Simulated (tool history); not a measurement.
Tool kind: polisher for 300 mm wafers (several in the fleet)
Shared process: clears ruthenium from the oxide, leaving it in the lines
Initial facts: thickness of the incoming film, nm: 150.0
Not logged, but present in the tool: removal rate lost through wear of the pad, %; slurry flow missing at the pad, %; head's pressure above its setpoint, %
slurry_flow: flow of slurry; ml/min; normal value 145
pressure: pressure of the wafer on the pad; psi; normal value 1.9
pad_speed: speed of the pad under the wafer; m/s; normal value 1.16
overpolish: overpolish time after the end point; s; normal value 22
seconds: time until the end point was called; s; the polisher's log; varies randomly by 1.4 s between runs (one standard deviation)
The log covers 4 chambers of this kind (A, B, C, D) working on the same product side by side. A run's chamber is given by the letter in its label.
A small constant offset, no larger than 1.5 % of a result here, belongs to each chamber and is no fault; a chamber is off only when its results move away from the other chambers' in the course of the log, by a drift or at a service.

run   hour  slurry_flow  pressure  pad_speed  overpolish  wafers polished on this pad  hours since the slurry nozzle was cleaned  hours since the head pressure was calibrated  seconds
       8.1  -- chamber D: worn pad replaced by a new one
 1D    9.4          145       1.9       1.16          22                           12                                      753.3                                         250.8   123.96
 2A   17.8          145       1.9       1.16          22                          622                                      205.9                                         350.1    122.5
 3B   27.4          145       1.9       1.16          22                          402                                       76.7                                        1167.5   121.27
      40.1  -- chamber A: worn pad replaced by a new one
 4C   42.6          145       1.9       1.16          22                          743                                      576.4                                         769.4   126.52
      43.8  -- chamber C: worn pad replaced by a new one
      53.1  -- chamber D: slurry nozzle cleaned
 5B     55          145       1.9       1.16          22                          664                                      104.3                                        1195.1   125.59
 6C   66.3          145       1.9       1.16          22                          214                                      600.1                                         793.1   125.28
 7A   73.8          145       1.9       1.16          22                          321                                      261.9                                         406.1   126.74
      84.7  -- chamber B: worn pad replaced by a new one
 8D   86.7          145       1.9       1.16          22                          747                                       33.7                                         328.1    123.4
 9A   94.9          145       1.9       1.16          22                          521                                        283                                         427.2   125.81
      95.4  -- chamber D: worn pad replaced by a new one
10D  110.7          145       1.9       1.16          22                          146                                       57.7                                         352.1   120.15
     114.7  -- chamber C: worn pad replaced by a new one
11B  122.6          130       1.9       1.32          22                          360                                      171.9                                        1262.7   110.65
12C  131.9          130       1.9       1.32          22                          163                                      665.7                                         858.7   113.72
       133  -- chamber C: slurry nozzle cleaned
13B  139.9          130       1.9       1.32          22                          524                                      189.2                                          1280   116.03
       145  -- chamber A: worn pad replaced by a new one
14A  152.6          130       1.9       1.32          22                           72                                      340.7                                         484.9   110.54
     156.1  -- chamber A: head pressure recalibrated
15C  166.8          145       1.9       1.16          22                          495                                       33.9                                         893.6   126.39
16D  178.5          145       1.6       0.84          22                          790                                      125.5                                         419.9   203.61
     178.6  -- chamber D: worn pad replaced by a new one
17B  187.7          145       1.6       0.84          22                          979                                        237                                        1327.8   213.54
     189.6  -- chamber C: worn pad replaced by a new one
     193.1  -- chamber A: slurry nozzle cleaned
     193.8  -- chamber B: worn pad replaced by a new one
18A  203.6          145       1.6       0.84          22                          556                                       10.6                                          47.6    199.2
     206.4  -- chamber D: head pressure recalibrated
19D  215.5          145       1.6       0.84          22                          351                                      162.5                                           9.2   204.64
20C  230.6          145       1.9       1.16          22                          390                                       97.7                                         957.4   128.25
       239  -- chamber A: worn pad replaced by a new one
21D    245          145       1.9       1.16          22                          631                                        192                                          38.7   123.51
22B  253.6          145       1.9       1.16          22                          568                                      302.9                                        1393.7   131.35
     259.9  -- chamber C: worn pad replaced by a new one
23C  263.4          145       1.9       1.16          22                           33                                      130.5                                         990.2   123.58
24A  276.8          145       1.9       1.16          22                          359                                       83.8                                         120.8   123.18
     285.2  -- chamber D: worn pad replaced by a new one
25A  286.9          145       1.9       1.16          22                          455                                       93.9                                         130.9   124.71
     290.3  -- chamber B: worn pad replaced by a new one
26C  302.1          145       1.9       1.16          22                          401                                      169.2                                        1028.9   124.94
27B  317.4          145       1.9       1.16          22                          258                                      366.7                                        1457.5   135.48
28D  327.3          145       1.9       1.16          22                          400                                      274.3                                           121   122.95
     331.5  -- chamber A: worn pad replaced by a new one
29B  334.9          145       1.9       1.16          22                          424                                      384.2                                          1475   134.98
30D  346.3          145       1.9       1.16          22                          581                                      293.3                                           140   125.61
     346.4  -- chamber C: worn pad replaced by a new one
31C    354          145       1.9       1.16          22                           72                                      221.1                                        1080.8   126.13
32A  369.5          145       1.9       1.16          22                          361                                      176.5                                         213.5   124.73
33B  376.7          145       1.9       1.16          22                          821                                        426                                        1516.8   140.12
34A  392.7          145       1.9       1.16          22                          581                                      199.7                                         236.7   122.29
35C  400.5          145       1.9       1.16          22                          514                                      267.6                                        1127.3   129.02

Decide between three cases: one chamber stands off from its peers, the gauge reading all wafers drifts, or nothing is wrong past each chamber's small offset. Where a chamber is off, say which and what most likely put it there.

One chamber, B, drifts off from the rest bit by bit.
What lies behind it: slurry flow missing at the pad, % = 41.2.
Not necessarily distinguishable in this log from: head's pressure below its setpoint, %.

Chamber B could run next with any of the 4 candidate recipes listed below; each alters the usual settings, and their results appear as question marks. Which one brings its results back in line with what the other chambers deliver on the usual settings?
To be in line, a result may differ from the other chambers' mean on the usual settings by at most: seconds 4.8 s
36B-1  412.1          145       1.9       1.42          22                                                                                                                              ?
36B-2  412.1          150       1.9        1.3          22                                                                                                                              ?
36B-3  412.1          140       1.6       1.16          22                                                                                                                              ?
36B-4  412.1          140       1.8       1.08          22                                                                                                                              ?

Usual-settings mean across the other chambers: seconds 125.34 s
  run  seconds
36B-1   116.16
36B-2   125.73
36B-3   171.28
36B-4   163.28
With 36B-2, the chamber falls back in line with the rest.
